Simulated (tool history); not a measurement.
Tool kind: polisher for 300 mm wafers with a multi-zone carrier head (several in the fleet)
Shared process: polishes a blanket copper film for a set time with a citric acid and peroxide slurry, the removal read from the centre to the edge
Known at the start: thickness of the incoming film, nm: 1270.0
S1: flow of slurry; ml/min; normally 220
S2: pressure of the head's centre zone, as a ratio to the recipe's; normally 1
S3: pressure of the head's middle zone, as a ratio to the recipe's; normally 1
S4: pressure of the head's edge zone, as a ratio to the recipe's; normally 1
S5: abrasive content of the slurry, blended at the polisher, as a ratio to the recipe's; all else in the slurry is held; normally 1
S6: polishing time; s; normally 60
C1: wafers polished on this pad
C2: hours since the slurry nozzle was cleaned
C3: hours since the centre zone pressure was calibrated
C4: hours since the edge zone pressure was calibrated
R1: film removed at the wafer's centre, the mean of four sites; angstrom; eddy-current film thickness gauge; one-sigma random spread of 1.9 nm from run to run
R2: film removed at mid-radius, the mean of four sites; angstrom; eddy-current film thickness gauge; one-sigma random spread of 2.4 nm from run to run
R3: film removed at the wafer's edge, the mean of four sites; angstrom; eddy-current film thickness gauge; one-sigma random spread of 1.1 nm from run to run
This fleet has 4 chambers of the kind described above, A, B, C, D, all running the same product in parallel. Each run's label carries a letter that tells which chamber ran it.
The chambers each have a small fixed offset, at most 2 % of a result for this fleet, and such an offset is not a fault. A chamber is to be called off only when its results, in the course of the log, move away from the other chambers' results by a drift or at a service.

| run | hour | S1 | S2 | S3 | S4 | S5 | S6 | C1 | C2 | C3 | C4 | R1 | R2 | R3 |
|---|---|---|---|---|---|---|---|---|---|---|---|---|---|---|
| 1D | 6.7 | 220 | 1 | 1 | 1 | 1 | 60 | 346 | 120.8 | 490.4 | 443.8 | 1803.1 | 1811.6 | 1759 |
|  | 14.3 | chamber B: worn pad replaced by a new one |
| 2A | 14.4 | 220 | 1 | 1 | 1 | 1 | 60 | 170 | 340.8 | 466 | 649.5 | 1782.1 | 1781.8 | 1762.7 |
| 3C | 27.9 | 220 | 1 | 1 | 1 | 1 | 60 | 686 | 204.1 | 1006.9 | 349.9 | 1792.2 | 1800.9 | 1758.9 |
| 4B | 37.9 | 220 | 1 | 1 | 1 | 1 | 60 | 200 | 323.3 | 982.4 | 439.3 | 1773.2 | 1768.2 | 1742.6 |
| 5C | 46 | 190 | 1 | 1 | 1.04 | 1 | 60 | 840 | 222.2 | 1025 | 368 | 1701.4 | 1720.3 | 1786.7 |
|  | 46.8 | chamber C: worn pad replaced by a new one |
| 6D | 58.6 | 190 | 1 | 1 | 1.04 | 1 | 60 | 786 | 172.7 | 542.3 | 495.7 | 1720.4 | 1766.6 | 1787.4 |
|  | 60.9 | chamber D: worn pad replaced by a new one |
| 7B | 66.8 | 190 | 1 | 1 | 1.04 | 1 | 60 | 445 | 352.2 | 1011.3 | 468.2 | 1726.8 | 1725 | 1774.8 |
| 8A | 75.9 | 190 | 1 | 1 | 1.04 | 1 | 60 | 691 | 402.3 | 527.5 | 711 | 1741.9 | 1752.4 | 1783.8 |
|  | 76.9 | chamber B: worn pad replaced by a new one |
|  | 86.1 | chamber A: worn pad replaced by a new one |
| 9A | 87.8 | 220 | 1 | 1 | 1 | 1 | 60 | 14 | 414.2 | 539.4 | 722.9 | 1806.7 | 1788.5 | 1779.1 |
|  | 94.6 | chamber A: centre zone pressure recalibrated |
| 10D | 101.4 | 220 | 1 | 1 | 1 | 1 | 60 | 343 | 215.5 | 585.1 | 538.5 | 1750.3 | 1755.3 | 1778.8 |
| 11B | 110.9 | 220 | 1 | 1 | 1 | 1 | 60 | 288 | 396.3 | 1055.4 | 512.3 | 1780.6 | 1773.9 | 1741 |
| 12C | 119.9 | 220 | 1 | 1 | 1 | 1 | 60 | 620 | 296.1 | 1098.9 | 441.9 | 1783.5 | 1750.6 | 1746.6 |
| 13B | 126.2 | 220 | 1 | 1 | 1 | 1 | 60 | 418 | 411.6 | 1070.7 | 527.6 | 1763.2 | 1783.6 | 1740.6 |
| 14C | 133.3 | 220 | 1 | 1 | 1 | 1 | 60 | 733 | 309.5 | 1112.3 | 455.3 | 1762.9 | 1752.4 | 1762.4 |
|  | 134.7 | chamber D: worn pad replaced by a new one |
|  | 137.9 | chamber B: worn pad replaced by a new one |
| 15D | 145 | 220 | 0.96 | 1 | 0.95 | 1 | 60 | 87 | 259.1 | 628.7 | 582.1 | 1737.5 | 1803.6 | 1707.9 |
|  | 146.4 | chamber A: slurry nozzle cleaned |
|  | 150.3 | chamber C: worn pad replaced by a new one |
|  | 154 | chamber C: centre zone pressure recalibrated |
| 16A | 155.6 | 220 | 0.96 | 1 | 0.95 | 1 | 60 | 589 | 9.2 | 61.1 | 790.7 | 1719.1 | 1805.6 | 1724.6 |
| 17B | 166.4 | 220 | 0.96 | 1 | 0.95 | 1 | 60 | 241 | 451.8 | 1110.9 | 567.8 | 1689.2 | 1785 | 1732.5 |
|  | 177.2 | chamber A: worn pad replaced by a new one |
| 18A | 178.9 | 220 | 0.96 | 1 | 0.95 | 1 | 60 | 14 | 32.5 | 84.4 | 814 | 1732.3 | 1781.1 | 1732.1 |
| 19C | 186.4 | 220 | 1 | 1 | 1 | 1 | 60 | 306 | 362.6 | 32.4 | 508.4 | 1624.8 | 1743.1 | 1769.2 |
|  | 194 | chamber B: slurry nozzle cleaned |
| 20D | 198.5 | 220 | 1 | 1 | 1 | 1 | 60 | 541 | 312.6 | 682.2 | 635.6 | 1806 | 1775 | 1777.4 |
|  | 200.7 | chamber B: worn pad replaced by a new one |
| 21D | 210.8 | 220 | 1 | 1 | 1 | 1 | 60 | 645 | 324.9 | 694.5 | 647.9 | 1771.9 | 1788.5 | 1766.3 |
|  | 213.9 | chamber D: slurry nozzle cleaned |
| 22B | 219.1 | 155 | 1.12 | 1 | 1 | 1 | 60 | 156 | 25.2 | 1163.6 | 620.5 | 1884.4 | 1639.2 | 1685 |
|  | 224.5 | chamber D: worn pad replaced by a new one |
| 23A | 225.3 | 155 | 1.12 | 1 | 1 | 1 | 60 | 407 | 78.9 | 130.8 | 860.4 | 1907.9 | 1665.5 | 1684.6 |
| 24C | 237.1 | 155 | 1.12 | 1 | 1 | 1 | 60 | 736 | 413.3 | 83.1 | 559.1 | 1710.9 | 1683.6 | 1706.6 |
| 25D | 244.3 | 155 | 1.12 | 1 | 1 | 1 | 60 | 168 | 30.4 | 728 | 681.4 | 1857.3 | 1728.2 | 1688 |
| 26C | 255.4 | 220 | 1 | 1 | 1 | 1 | 60 | 891 | 431.6 | 101.4 | 577.4 | 1598.9 | 1799.5 | 1776.9 |
|  | 256.4 | chamber A: worn pad replaced by a new one |
| 27A | 262 | 220 | 1 | 1 | 1 | 1 | 60 | 48 | 115.6 | 167.5 | 897.1 | 1803.8 | 1790.8 | 1761.4 |
|  | 265.8 | chamber B: worn pad replaced by a new one |
| 28B | 273.4 | 220 | 1 | 1 | 1 | 1 | 60 | 65 | 79.5 | 1217.9 | 674.8 | 1780 | 1802 | 1757.7 |

Next, all 4 chambers run the settings below, one line each with question marks for the results. What does each chamber give?
| 29A | 283.4 | 220 | 1 | 1 | 1.1 | 1 | 60 |  |  |  |  | ? | ? | ? |
| 29B | 283.4 | 220 | 1 | 1 | 1.1 | 1 | 60 |  |  |  |  | ? | ? | ? |
| 29C | 283.4 | 220 | 1 | 1 | 1.1 | 1 | 60 |  |  |  |  | ? | ? | ? |
| 29D | 283.4 | 220 | 1 | 1 | 1.1 | 1 | 60 |  |  |  |  | ? | ? | ? |

| run | R1 | R2 | R3 |
|---|---|---|---|
| 29A | 1783.1 | 1771.9 | 1854.8 |
| 29B | 1780.4 | 1756 | 1853.6 |
| 29C | 1644.6 | 1748.3 | 1822.9 |
| 29D | 1793.7 | 1737.5 | 1868.1 |
